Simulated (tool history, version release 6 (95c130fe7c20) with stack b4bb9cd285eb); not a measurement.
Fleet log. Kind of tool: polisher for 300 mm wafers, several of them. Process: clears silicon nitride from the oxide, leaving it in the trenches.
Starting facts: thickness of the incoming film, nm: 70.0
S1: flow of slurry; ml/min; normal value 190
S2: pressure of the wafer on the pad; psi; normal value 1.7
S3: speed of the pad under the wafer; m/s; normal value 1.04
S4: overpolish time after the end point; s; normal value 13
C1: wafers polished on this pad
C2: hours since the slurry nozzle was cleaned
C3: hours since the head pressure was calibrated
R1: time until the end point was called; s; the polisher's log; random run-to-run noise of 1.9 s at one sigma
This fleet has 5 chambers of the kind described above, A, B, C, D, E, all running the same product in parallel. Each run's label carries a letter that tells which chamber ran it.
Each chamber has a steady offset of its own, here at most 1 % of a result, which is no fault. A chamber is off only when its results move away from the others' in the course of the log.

run 1C day=0.446 | S1=190 S2=1.7 S3=1.04 S4=13 | C1=129 C2=44.2 C3=912.4 | R1=127.79
run 2B day=0.646 | S1=190 S2=1.7 S3=1.04 S4=13 | C1=275 C2=47.0 C3=664.7 | R1=132.13
run 3E day=1.058 | S1=190 S2=1.7 S3=1.04 S4=13 | C1=452 C2=45.9 C3=1393.5 | R1=127.94
run 4D day=1.329 | S1=190 S2=1.7 S3=1.04 S4=13 | C1=809 C2=407.2 C3=515.1 | R1=129.73
run 5A day=1.721 | S1=190 S2=1.7 S3=1.04 S4=13 | C1=906 C2=651.1 C3=407.0 | R1=129.23
-- day=2.025 chamber D: worn pad replaced by a new one
run 6C day=2.075 | S1=190 S2=1.7 S3=1.04 S4=13 | C1=443 C2=83.3 C3=951.5 | R1=128.82
-- day=2.108 chamber B: head pressure recalibrated
run 7E day=2.438 | S1=190 S2=1.7 S3=1.04 S4=13 | C1=717 C2=79.0 C3=1426.6 | R1=126.13
run 8A day=2.662 | S1=190 S2=1.7 S3=1.04 S4=13 | C1=1087 C2=673.7 C3=429.6 | R1=124.59
run 9B day=3.088 | S1=190 S2=1.7 S3=1.04 S4=13 | C1=745 C2=105.6 C3=23.5 | R1=126.91
-- day=3.196 chamber A: worn pad replaced by a new one
run 10D day=3.442 | S1=190 S2=1.7 S3=1.04 S4=13 | C1=273 C2=457.9 C3=565.8 | R1=126.80
run 11E day=3.650 | S1=190 S2=1.7 S3=1.04 S4=13 | C1=951 C2=108.1 C3=1455.7 | R1=129.13
run 12C day=3.921 | S1=190 S2=1.7 S3=1.04 S4=13 | C1=798 C2=127.6 C3=995.8 | R1=129.74
-- day=4.104 chamber B: worn pad replaced by a new one
run 13B day=4.167 | S1=190 S2=1.7 S3=1.04 S4=13 | C1=12 C2=131.5 C3=49.4 | R1=130.10
-- day=4.229 chamber E: head pressure recalibrated
run 14D day=4.496 | S1=190 S2=1.7 S3=1.04 S4=13 | C1=476 C2=483.2 C3=591.1 | R1=131.50
run 15A day=4.896 | S1=190 S2=1.7 S3=1.04 S4=13 | C1=327 C2=727.3 C3=483.2 | R1=129.35
run 16E day=5.104 | S1=190 S2=1.1 S3=1.04 S4=19 | C1=1231 C2=143.0 C3=21.1 | R1=205.07
run 17C day=5.308 | S1=190 S2=1.1 S3=1.04 S4=19 | C1=1066 C2=160.9 C3=1029.1 | R1=202.76
run 18B day=5.642 | S1=190 S2=1.1 S3=1.04 S4=19 | C1=296 C2=166.9 C3=84.8 | R1=199.81
run 19A day=5.875 | S1=190 S2=1.1 S3=1.04 S4=19 | C1=516 C2=750.8 C3=506.7 | R1=198.04
-- day=6.092 chamber C: worn pad replaced by a new one
run 20D day=6.183 | S1=190 S2=1.1 S3=1.04 S4=19 | C1=801 C2=523.7 C3=631.6 | R1=203.28
-- day=6.479 chamber D: slurry nozzle cleaned
run 21E day=6.558 | S1=190 S2=1.7 S3=1.04 S4=13 | C1=1511 C2=177.9 C3=56.0 | R1=128.98
-- day=6.625 chamber D: head pressure recalibrated
-- day=6.650 chamber D: worn pad replaced by a new one
-- day=6.783 chamber E: worn pad replaced by a new one
run 22B day=6.838 | S1=190 S2=1.7 S3=1.04 S4=13 | C1=526 C2=195.6 C3=113.5 | R1=129.94
run 23C day=7.071 | S1=190 S2=1.7 S3=1.04 S4=13 | C1=189 C2=203.2 C3=1071.4 | R1=128.31
run 24D day=7.333 | S1=145 S2=1.7 S3=1.04 S4=13 | C1=131 C2=20.5 C3=17.0 | R1=135.67
run 25A day=7.575 | S1=145 S2=1.7 S3=1.04 S4=13 | C1=843 C2=791.6 C3=547.5 | R1=133.23
-- day=7.608 chamber C: head pressure recalibrated
run 26E day=7.800 | S1=145 S2=1.7 S3=1.04 S4=13 | C1=195 C2=207.7 C3=85.8 | R1=134.96
run 27B day=8.075 | S1=145 S2=1.7 S3=1.04 S4=13 | C1=765 C2=225.3 C3=143.2 | R1=135.72
run 28C day=8.504 | S1=145 S2=1.7 S3=1.04 S4=13 | C1=465 C2=237.6 C3=21.5 | R1=133.10
-- day=8.721 chamber B: worn pad replaced by a new one
run 29D day=8.721 | S1=190 S2=1.7 S3=1.04 S4=13 | C1=398 C2=53.8 C3=50.3 | R1=129.27
run 30A day=8.950 | S1=190 S2=1.7 S3=1.04 S4=13 | C1=1108 C2=824.6 C3=580.5 | R1=128.59
run 31C day=9.325 | S1=190 S2=1.7 S3=1.04 S4=13 | C1=623 C2=257.3 C3=41.2 | R1=129.70
run 32E day=9.550 | S1=190 S2=1.7 S3=1.04 S4=13 | C1=532 C2=249.7 C3=127.8 | R1=125.95
-- day=9.638 chamber A: worn pad replaced by a new one
run 33A day=9.783 | S1=190 S2=1.7 S3=1.04 S4=13 | C1=28 C2=844.6 C3=600.5 | R1=127.66
run 34D day=10.088 | S1=190 S2=1.7 S3=1.04 S4=13 | C1=662 C2=86.6 C3=83.1 | R1=129.82
run 35B day=10.500 | S1=190 S2=1.7 S3=1.04 S4=13 | C1=342 C2=283.5 C3=201.4 | R1=131.67
run 36B day=10.950 | S1=190 S2=1.7 S3=1.04 S4=13 | C1=429 C2=294.3 C3=212.2 | R1=131.21
run 37D day=11.175 | S1=190 S2=1.7 S3=1.04 S4=13 | C1=871 C2=112.7 C3=109.2 | R1=126.21
-- day=11.338 chamber A: slurry nozzle cleaned
run 38E day=11.596 | S1=190 S2=1.7 S3=1.04 S4=13 | C1=926 C2=298.8 C3=176.9 | R1=129.16
run 39A day=12.012 | S1=190 S2=1.7 S3=1.04 S4=13 | C1=457 C2=16.2 C3=654.0 | R1=130.63
-- day=12.129 chamber D: worn pad replaced by a new one
run 40C day=12.292 | S1=190 S2=1.7 S3=1.04 S4=13 | C1=1194 C2=328.5 C3=112.4 | R1=129.63
run 41C day=12.546 | S1=190 S2=1.7 S3=1.04 S4=13 | C1=1243 C2=334.6 C3=118.5 | R1=128.49
run 42D day=12.754 | S1=190 S2=1.7 S3=1.04 S4=13 | C1=120 C2=150.6 C3=147.1 | R1=129.14

Has any chamber moved away from the others, gradually or after a service, or does the common gauge drift, or do the chambers differ only by their own small steady offsets? State the chamber and the most likely cause if one applies.

Neither any chamber nor the gauge drifts; the chambers differ only by their own small, steady offsets.
